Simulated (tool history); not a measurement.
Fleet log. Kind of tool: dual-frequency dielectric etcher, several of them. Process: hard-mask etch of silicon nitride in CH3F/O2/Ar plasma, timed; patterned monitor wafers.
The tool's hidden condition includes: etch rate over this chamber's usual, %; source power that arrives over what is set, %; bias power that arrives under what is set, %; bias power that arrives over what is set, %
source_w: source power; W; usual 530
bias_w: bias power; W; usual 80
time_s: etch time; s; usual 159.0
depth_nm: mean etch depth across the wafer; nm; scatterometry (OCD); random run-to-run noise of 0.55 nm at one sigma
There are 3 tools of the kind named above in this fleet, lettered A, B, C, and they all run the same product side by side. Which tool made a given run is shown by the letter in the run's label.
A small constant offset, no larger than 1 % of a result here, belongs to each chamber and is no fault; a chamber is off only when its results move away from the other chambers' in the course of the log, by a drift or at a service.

run	hour	source_w	bias_w	time_s	hours since the last wet clean	hours since the last source power generator calibration	hours since the last bias power generator calibration	read-back reference wafer on the same gauge, depth_nm	depth_nm
1A	7.5	530	80	159.0	398.6	381.2	1365.7	121.07	128.070
2B	16.8	530	80	159.0	311.1	1858.9	251.8	120.91	128.630
3C	23.9	530	80	159.0	79.7	2273.4	1313.9	121.06	130.030
4B	37.4	530	80	159.0	331.7	1879.5	272.4	120.86	129.250
# hour 47.8: chamber A: wet clean of the chamber
5C	53.5	530	80	159.0	109.3	2303.0	1343.5	121.00	129.240
6A	67.2	530	80	159.0	19.4	440.9	1425.4	120.87	128.490
7B	75.6	530	80	159.0	369.9	1917.7	310.6	121.01	128.880
8A	91.4	530	80	159.0	43.6	465.1	1449.6	121.05	128.140
9C	104.1	440	80	198.0	159.9	2353.6	1394.1	121.05	149.960
# hour 107.6: chamber B: wet clean of the chamber
10A	117.8	440	80	198.0	70.0	491.5	1476.0	121.04	148.900
11B	127.1	440	80	198.0	19.6	1969.2	362.1	120.98	149.260
12C	141.9	530	80	119.5	197.7	2391.4	1431.9	121.06	97.308
13C	149.0	530	80	119.5	204.8	2398.5	1439.0	121.01	96.902
14A	159.6	530	80	119.5	111.8	533.3	1517.8	121.11	96.501
15B	172.5	530	80	159.0	65.0	2014.6	407.5	120.88	127.910
16C	180.4	610	80	159.0	236.2	2429.9	1470.4	121.06	136.060
17A	192.7	610	80	159.0	144.9	566.4	1550.9	121.07	135.490
18B	204.9	610	80	159.0	97.4	2047.0	439.9	121.06	135.540
19A	217.4	530	80	159.0	169.6	591.1	1575.6	120.99	128.340
20B	228.9	530	80	159.0	121.4	2071.0	463.9	121.03	128.900
21C	242.0	530	80	159.0	297.8	2491.5	1532.0	121.07	129.880
22B	257.0	530	80	159.0	149.5	2099.1	492.0	121.05	127.850
23A	269.9	530	80	159.0	222.1	643.6	1628.1	121.10	127.780
24C	279.9	530	80	159.0	335.7	2529.4	1569.9	120.90	127.880
25A	287.5	530	80	159.0	239.7	661.2	1645.7	120.99	127.540
26B	295.5	530	80	159.0	188.0	2137.6	530.5	121.08	129.350
27C	306.5	530	80	159.0	362.3	2556.0	1596.5	120.92	129.850
# hour 311.9: chamber C: wet clean of the chamber
28B	318.7	530	80	159.0	211.2	2160.8	553.7	121.01	129.240
29A	332.7	480	80	159.0	284.9	706.4	1690.9	121.08	123.520
30C	342.2	480	80	159.0	30.4	2591.7	1632.2	120.95	124.990

Read the log: is a single chamber off, either drifting away or since a service, is the gauge that measures every chamber drifting, or is nothing wrong beyond small per-chamber offsets? Name any odd chamber and what most likely caused it.

No chamber is off and the gauge is stable; the differences are just each chamber's small, constant offset.
